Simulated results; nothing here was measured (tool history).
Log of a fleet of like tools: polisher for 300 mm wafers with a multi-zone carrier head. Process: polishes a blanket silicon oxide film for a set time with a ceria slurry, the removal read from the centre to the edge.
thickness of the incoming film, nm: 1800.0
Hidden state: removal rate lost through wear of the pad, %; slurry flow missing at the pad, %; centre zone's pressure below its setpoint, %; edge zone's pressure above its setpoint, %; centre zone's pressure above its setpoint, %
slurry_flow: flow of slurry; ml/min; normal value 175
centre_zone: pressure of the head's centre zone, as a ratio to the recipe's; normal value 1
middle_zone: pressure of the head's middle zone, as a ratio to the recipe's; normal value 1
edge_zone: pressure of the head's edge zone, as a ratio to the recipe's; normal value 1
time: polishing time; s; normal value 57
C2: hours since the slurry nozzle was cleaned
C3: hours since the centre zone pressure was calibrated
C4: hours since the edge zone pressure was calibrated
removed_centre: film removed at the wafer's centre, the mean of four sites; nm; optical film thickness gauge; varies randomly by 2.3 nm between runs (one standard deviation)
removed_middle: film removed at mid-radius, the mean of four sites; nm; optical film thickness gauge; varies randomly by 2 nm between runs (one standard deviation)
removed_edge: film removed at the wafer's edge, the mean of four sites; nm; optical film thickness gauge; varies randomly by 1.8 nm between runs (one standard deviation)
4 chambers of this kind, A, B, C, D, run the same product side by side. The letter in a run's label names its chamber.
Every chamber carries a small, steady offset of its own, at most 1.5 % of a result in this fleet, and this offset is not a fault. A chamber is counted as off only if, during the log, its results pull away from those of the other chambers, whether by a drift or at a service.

At hour 1.4: chamber A: worn pad replaced by a new one.
Run 1B, hour 3.6: usual settings; wafers polished on this pad 444; C2 51.2; C3 1467.2; C4 115.1. Result: removed_centre 203.3 nm, removed_middle 209.82 nm, removed_edge 211.44 nm.
Run 2A, hour 8.7: usual settings; wafers polished on this pad 63; C2 363.8; C3 955.9; C4 383.7. Result: removed_centre 207.1 nm, removed_middle 206.01 nm, removed_edge 209.51 nm.
Run 3D, hour 15.8: usual settings; wafers polished on this pad 536; C2 93.7; C3 854.4; C4 379.8. Result: removed_centre 205.73 nm, removed_middle 213.45 nm, removed_edge 206.51 nm.
At hour 22.4: chamber D: worn pad replaced by a new one.
Run 4C, hour 22.7: usual settings; wafers polished on this pad 353; C2 357.1; C3 983.7; C4 604.5. Result: removed_centre 207.27 nm, removed_middle 209.69 nm, removed_edge 211.49 nm.
Run 5C, hour 26.2: usual settings; wafers polished on this pad 383; C2 360.6; C3 987.2; C4 608. Result: removed_centre 206.33 nm, removed_middle 207.28 nm, removed_edge 208.58 nm.
Run 6D, hour 29.9: usual settings; wafers polished on this pad 64; C2 107.8; C3 868.5; C4 393.9. Result: removed_centre 210.82 nm, removed_middle 211.74 nm, removed_edge 209.26 nm.
Run 7B, hour 34.6: usual settings; wafers polished on this pad 708; C2 82.2; C3 1498.2; C4 146.1. Result: removed_centre 208.51 nm, removed_middle 211.29 nm, removed_edge 208.25 nm.
Run 8A, hour 38.8: usual settings; wafers polished on this pad 320; C2 393.9; C3 986; C4 413.8. Result: removed_centre 207.66 nm, removed_middle 208.44 nm, removed_edge 208.05 nm.
Run 9C, hour 42.2: usual settings; wafers polished on this pad 519; C2 376.6; C3 1003.2; C4 624. Result: removed_centre 208.49 nm, removed_middle 207.64 nm, removed_edge 210.67 nm.
Run 10A, hour 46.3: usual settings; wafers polished on this pad 384; C2 401.4; C3 993.5; C4 421.3. Result: removed_centre 208.15 nm, removed_middle 209.09 nm, removed_edge 210.8 nm.
At hour 52: chamber C: worn pad replaced by a new one.
Run 11D, hour 52.5: usual settings; wafers polished on this pad 257; C2 130.4; C3 891.1; C4 416.5. Result: removed_centre 210.93 nm, removed_middle 207.13 nm, removed_edge 208.62 nm.
Run 12B, hour 55.9: usual settings; wafers polished on this pad 890; C2 103.5; C3 1519.5; C4 167.4. Result: removed_centre 207.1 nm, removed_middle 209.2 nm, removed_edge 210.74 nm.
Run 13C, hour 59.4: usual settings; wafers polished on this pad 64; C2 393.8; C3 1020.4; C4 641.2. Result: removed_centre 203.44 nm, removed_middle 211.91 nm, removed_edge 210.8 nm.
Run 14B, hour 66: usual settings; wafers polished on this pad 977; C2 113.6; C3 1529.6; C4 177.5. Result: removed_centre 207.28 nm, removed_middle 208.82 nm, removed_edge 209.82 nm.
At hour 68.4: chamber A: centre zone pressure recalibrated.
Run 15A, hour 70: usual settings; wafers polished on this pad 586; C2 425.1; C3 1.6; C4 445. Result: removed_centre 207.46 nm, removed_middle 211.04 nm, removed_edge 209.6 nm.
Run 16D, hour 76.5: usual settings; wafers polished on this pad 462; C2 154.4; C3 915.1; C4 440.5. Result: removed_centre 210.59 nm, removed_middle 208.97 nm, removed_edge 206.81 nm.
Run 17B, hour 81.4: usual settings; wafers polished on this pad 1108; C2 129; C3 1545; C4 192.9. Result: removed_centre 208.29 nm, removed_middle 207.86 nm, removed_edge 211.84 nm.
At hour 83.7: chamber D: worn pad replaced by a new one.
Run 18C, hour 86.6: usual settings; wafers polished on this pad 296; C2 421; C3 1047.6; C4 668.4. Result: removed_centre 206.32 nm, removed_middle 209.84 nm, removed_edge 207.91 nm.
Run 19A, hour 92: usual settings but centre_zone 0.93; wafers polished on this pad 774; C2 447.1; C3 23.6; C4 467. Result: removed_centre 193.26 nm, removed_middle 206.8 nm, removed_edge 210.14 nm.
Run 20D, hour 97.9: usual settings but centre_zone 0.93; wafers polished on this pad 121; C2 175.8; C3 936.5; C4 461.9. Result: removed_centre 193.66 nm, removed_middle 207.75 nm, removed_edge 208.05 nm.
Run 21A, hour 104: usual settings but centre_zone 0.93; wafers polished on this pad 876; C2 459.1; C3 35.6; C4 479. Result: removed_centre 192.68 nm, removed_middle 211.56 nm, removed_edge 210.55 nm.
Run 22C, hour 107.8: usual settings but centre_zone 0.93; wafers polished on this pad 477; C2 442.2; C3 1068.8; C4 689.6. Result: removed_centre 188.99 nm, removed_middle 207.47 nm, removed_edge 208.49 nm.
Run 23D, hour 114.9: usual settings; wafers polished on this pad 266; C2 192.8; C3 953.5; C4 478.9. Result: removed_centre 209.12 nm, removed_middle 207.46 nm, removed_edge 206.77 nm.
Run 24B, hour 119.9: usual settings; wafers polished on this pad 1437; C2 167.5; C3 1583.5; C4 231.4. Result: removed_centre 207.09 nm, removed_middle 210.56 nm, removed_edge 211.83 nm.
At hour 122.3: chamber C: worn pad replaced by a new one.
At hour 125: chamber A: slurry nozzle cleaned.
Run 25A, hour 126.1: usual settings; wafers polished on this pad 1065; C2 1.1; C3 57.7; C4 501.1. Result: removed_centre 211.89 nm, removed_middle 212.73 nm, removed_edge 211.33 nm.
At hour 128.6: chamber B: centre zone pressure recalibrated.
At hour 130.1: chamber B: worn pad replaced by a new one.
Run 26B, hour 132.6: usual settings; wafers polished on this pad 21; C2 180.2; C3 4; C4 244.1. Result: removed_centre 210.02 nm, removed_middle 208.37 nm, removed_edge 209.02 nm.
Run 27D, hour 138.3: usual settings; wafers polished on this pad 466; C2 216.2; C3 976.9; C4 502.3. Result: removed_centre 210.28 nm, removed_middle 209.01 nm, removed_edge 210.85 nm.
Run 28C, hour 142.2: usual settings; wafers polished on this pad 170; C2 476.6; C3 1103.2; C4 724. Result: removed_centre 204.09 nm, removed_middle 209.45 nm, removed_edge 210.55 nm.
Run 29C, hour 147.1: usual settings but time 41 s; wafers polished on this pad 212; C2 481.5; C3 1108.1; C4 728.9. Result: removed_centre 149.48 nm, removed_middle 150.46 nm, removed_edge 149.32 nm.
At hour 148.3: chamber D: worn pad replaced by a new one.
Run 30B, hour 153.9: usual settings but time 41 s; wafers polished on this pad 203; C2 201.5; C3 25.3; C4 265.4. Result: removed_centre 147.93 nm, removed_middle 148.21 nm, removed_edge 151.01 nm.
Run 31A, hour 157.4: usual settings but time 41 s; wafers polished on this pad 1332; C2 32.4; C3 89; C4 532.4. Result: removed_centre 154.09 nm, removed_middle 148.91 nm, removed_edge 151.07 nm.
Run 32D, hour 162.5: usual settings but time 41 s; wafers polished on this pad 121; C2 240.4; C3 1001.1; C4 526.5. Result: removed_centre 152.86 nm, removed_middle 152.32 nm, removed_edge 148.9 nm.
Run 33C, hour 167: usual settings; wafers polished on this pad 382; C2 501.4; C3 1128; C4 748.8. Result: removed_centre 209.52 nm, removed_middle 212.1 nm, removed_edge 211.47 nm.
Run 34B, hour 172.3: usual settings; wafers polished on this pad 360; C2 219.9; C3 43.7; C4 283.8. Result: removed_centre 202.88 nm, removed_middle 211.39 nm, removed_edge 208.3 nm.
Run 35A, hour 178.4: usual settings; wafers polished on this pad 1512; C2 53.4; C3 110; C4 553.4. Result: removed_centre 210.1 nm, removed_middle 209.43 nm, removed_edge 206.1 nm.
At hour 180.5: chamber D: centre zone pressure recalibrated.
Run 36D, hour 183: usual settings; wafers polished on this pad 296; C2 260.9; C3 2.6; C4 547. Result: removed_centre 213.96 nm, removed_middle 206.04 nm, removed_edge 206.73 nm.

What goes on in this fleet: one chamber off, a drifting gauge, or nothing beyond the chambers' own small offsets? Name the chamber and the cause, if any.

All chambers stay in line apart from their small fixed offsets, and the gauge does not drift.
